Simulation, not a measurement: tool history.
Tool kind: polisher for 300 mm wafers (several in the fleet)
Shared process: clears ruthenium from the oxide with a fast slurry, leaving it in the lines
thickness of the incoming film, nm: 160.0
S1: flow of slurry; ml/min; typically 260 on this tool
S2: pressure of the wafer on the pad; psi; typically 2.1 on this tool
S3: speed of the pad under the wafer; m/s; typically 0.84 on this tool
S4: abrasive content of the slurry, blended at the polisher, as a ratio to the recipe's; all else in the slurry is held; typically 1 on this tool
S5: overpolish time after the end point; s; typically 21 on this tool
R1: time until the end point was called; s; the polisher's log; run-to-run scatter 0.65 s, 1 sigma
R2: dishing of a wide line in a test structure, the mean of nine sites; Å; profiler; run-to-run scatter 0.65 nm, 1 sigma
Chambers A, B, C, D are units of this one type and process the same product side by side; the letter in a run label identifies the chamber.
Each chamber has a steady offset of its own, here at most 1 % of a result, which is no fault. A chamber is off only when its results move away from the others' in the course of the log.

{"hour": 0.1, "done": "chamber B: slurry nozzle cleaned"}
{"hour": 0.6, "done": "chamber A: worn pad replaced by a new one"}
{"hour": 6.4, "done": "chamber B: slurry blender recalibrated"}
{"run": "1C", "hour": 8.2, "S1": 260, "S2": 2.1, "S3": 0.84, "S4": 1, "S5": 21, "R1": 51.645, "R2": 313.83}
{"run": "2A", "hour": 13.2, "S1": 260, "S2": 2.1, "S3": 0.84, "S4": 1, "S5": 21, "R1": 52.289, "R2": 315.12}
{"run": "3D", "hour": 21.1, "S1": 260, "S2": 2.1, "S3": 0.84, "S4": 1, "S5": 21, "R1": 51.514, "R2": 315.57}
{"hour": 25.4, "done": "chamber D: slurry blender recalibrated"}
{"run": "4B", "hour": 27.4, "S1": 260, "S2": 2.1, "S3": 0.84, "S4": 1, "S5": 21, "R1": 50.964, "R2": 309.26}
{"run": "5B", "hour": 36.4, "S1": 260, "S2": 2.1, "S3": 0.84, "S4": 1, "S5": 21, "R1": 50.962, "R2": 317.85}
{"hour": 38.5, "done": "chamber B: worn pad replaced by a new one"}
{"run": "6D", "hour": 44.5, "S1": 260, "S2": 2.1, "S3": 0.84, "S4": 1, "S5": 21, "R1": 50.873, "R2": 315.58}
{"run": "7C", "hour": 53.3, "S1": 260, "S2": 2.1, "S3": 0.84, "S4": 1, "S5": 21, "R1": 51.021, "R2": 318.92}
{"hour": 59.1, "done": "chamber A: worn pad replaced by a new one"}
{"run": "8A", "hour": 59.4, "S1": 260, "S2": 2.1, "S3": 0.84, "S4": 1, "S5": 21, "R1": 51.327, "R2": 316.27}
{"hour": 60.9, "done": "chamber D: worn pad replaced by a new one"}
{"hour": 65.1, "done": "chamber C: worn pad replaced by a new one"}
{"hour": 67.9, "done": "chamber A: slurry nozzle cleaned"}
{"run": "9A", "hour": 68.6, "S1": 260, "S2": 2.1, "S3": 0.84, "S4": 1, "S5": 21, "R1": 50.082, "R2": 306.93}
{"run": "10D", "hour": 75.1, "S1": 260, "S2": 2.1, "S3": 0.84, "S4": 1, "S5": 21, "R1": 50.579, "R2": 317.32}
{"run": "11B", "hour": 81.9, "S1": 260, "S2": 2.1, "S3": 0.84, "S4": 1, "S5": 21, "R1": 51.13, "R2": 326.46}
{"run": "12C", "hour": 88.3, "S1": 260, "S2": 2.1, "S3": 0.84, "S4": 1, "S5": 21, "R1": 50.995, "R2": 322.18}
{"run": "13A", "hour": 94.3, "S1": 260, "S2": 2.1, "S3": 0.84, "S4": 1, "S5": 21, "R1": 49.208, "R2": 315.25}
{"run": "14C", "hour": 100.4, "S1": 260, "S2": 2.1, "S3": 0.84, "S4": 1, "S5": 21, "R1": 50.855, "R2": 317.68}
{"hour": 105.3, "done": "chamber C: head pressure recalibrated"}
{"run": "15B", "hour": 106.6, "S1": 260, "S2": 2.1, "S3": 0.84, "S4": 1, "S5": 21, "R1": 50.728, "R2": 321.73}
{"run": "16D", "hour": 111.7, "S1": 260, "S2": 2.1, "S3": 0.84, "S4": 1, "S5": 21, "R1": 50.58, "R2": 312.81}
{"run": "17B", "hour": 118.3, "S1": 260, "S2": 2.1, "S3": 0.84, "S4": 1, "S5": 21, "R1": 50.804, "R2": 319.66}
{"hour": 120.0, "done": "chamber A: worn pad replaced by a new one"}
{"run": "18C", "hour": 123.8, "S1": 260, "S2": 2.1, "S3": 0.84, "S4": 1, "S5": 21, "R1": 56.62, "R2": 298.24}
{"run": "19D", "hour": 128.9, "S1": 260, "S2": 2.1, "S3": 0.84, "S4": 1, "S5": 21, "R1": 50.921, "R2": 321.75}
{"run": "20A", "hour": 135.2, "S1": 260, "S2": 2.1, "S3": 0.84, "S4": 1, "S5": 21, "R1": 50.657, "R2": 302.82}
{"run": "21B", "hour": 139.5, "S1": 260, "S2": 2.1, "S3": 0.84, "S4": 1, "S5": 21, "R1": 50.614, "R2": 304.62}
{"run": "22C", "hour": 146.1, "S1": 260, "S2": 2.1, "S3": 0.84, "S4": 1, "S5": 21, "R1": 57.389, "R2": 293.38}
{"run": "23D", "hour": 154.3, "S1": 260, "S2": 2.1, "S3": 0.84, "S4": 1, "S5": 21, "R1": 50.293, "R2": 315.23}
{"run": "24A", "hour": 162.6, "S1": 260, "S2": 2.1, "S3": 0.84, "S4": 1, "S5": 21, "R1": 52.267, "R2": 313.73}
{"run": "25D", "hour": 166.9, "S1": 260, "S2": 2.1, "S3": 0.84, "S4": 1, "S5": 21, "R1": 51.709, "R2": 323.9}
{"run": "26B", "hour": 171.0, "S1": 260, "S2": 2.1, "S3": 0.58, "S4": 1, "S5": 21, "R1": 72.994, "R2": 261.42}
{"hour": 174.4, "done": "chamber A: slurry blender recalibrated"}
{"hour": 176.0, "done": "chamber A: worn pad replaced by a new one"}
{"hour": 176.1, "done": "chamber B: worn pad replaced by a new one"}
{"run": "27A", "hour": 178.9, "S1": 260, "S2": 2.1, "S3": 0.58, "S4": 1, "S5": 21, "R1": 73.685, "R2": 264.31}
{"hour": 180.3, "done": "chamber C: worn pad replaced by a new one"}
{"hour": 181.7, "done": "chamber D: worn pad replaced by a new one"}
{"run": "28C", "hour": 184.0, "S1": 260, "S2": 2.1, "S3": 0.58, "S4": 1, "S5": 21, "R1": 82.001, "R2": 252.83}
{"run": "29C", "hour": 191.8, "S1": 260, "S2": 2.1, "S3": 0.58, "S4": 1, "S5": 21, "R1": 83.532, "R2": 243.07}
{"run": "30A", "hour": 200.5, "S1": 260, "S2": 2.1, "S3": 0.84, "S4": 1, "S5": 21, "R1": 50.713, "R2": 311.24}
{"run": "31D", "hour": 206.2, "S1": 260, "S2": 2.1, "S3": 0.84, "S4": 1, "S5": 21, "R1": 50.673, "R2": 321.26}
{"run": "32B", "hour": 213.2, "S1": 260, "S2": 2.1, "S3": 0.84, "S4": 1, "S5": 21, "R1": 50.156, "R2": 308.84}
{"run": "33B", "hour": 220.3, "S1": 260, "S2": 2.7, "S3": 0.84, "S4": 1, "S5": 21, "R1": 39.317, "R2": 340.17}
{"run": "34A", "hour": 224.6, "S1": 260, "S2": 2.7, "S3": 0.84, "S4": 1, "S5": 21, "R1": 39.97, "R2": 360.55}
{"run": "35C", "hour": 230.0, "S1": 260, "S2": 2.7, "S3": 0.84, "S4": 1, "S5": 21, "R1": 43.812, "R2": 338.08}
{"run": "36D", "hour": 237.8, "S1": 260, "S2": 2.7, "S3": 0.84, "S4": 1, "S5": 21, "R1": 39.786, "R2": 341.4}
{"hour": 238.0, "done": "chamber A: worn pad replaced by a new one"}
{"run": "37A", "hour": 246.2, "S1": 260, "S2": 2.1, "S3": 0.84, "S4": 1, "S5": 21, "R1": 51.904, "R2": 316.92}
{"run": "38B", "hour": 253.3, "S1": 260, "S2": 2.1, "S3": 0.84, "S4": 1, "S5": 21, "R1": 52.389, "R2": 319.1}
{"run": "39C", "hour": 260.5, "S1": 260, "S2": 2.1, "S3": 0.84, "S4": 1, "S5": 21, "R1": 56.26, "R2": 296.22}

Predict what each chamber gives when all 4 of them run the settings below next.
{"run": "40A", "hour": 267.2, "S1": 260, "S2": 2.1, "S3": 0.84, "S4": 1, "S5": 21, "R1": "?", "R2": "?"}
{"run": "40B", "hour": 267.2, "S1": 260, "S2": 2.1, "S3": 0.84, "S4": 1, "S5": 21, "R1": "?", "R2": "?"}
{"run": "40C", "hour": 267.2, "S1": 260, "S2": 2.1, "S3": 0.84, "S4": 1, "S5": 21, "R1": "?", "R2": "?"}
{"run": "40D", "hour": 267.2, "S1": 260, "S2": 2.1, "S3": 0.84, "S4": 1, "S5": 21, "R1": "?", "R2": "?"}

run=40A R1=51.481 R2=310.62
run=40B R1=50.757 R2=316.37
run=40C R1=58.593 R2=304.47
run=40D R1=50.500 R2=324.13
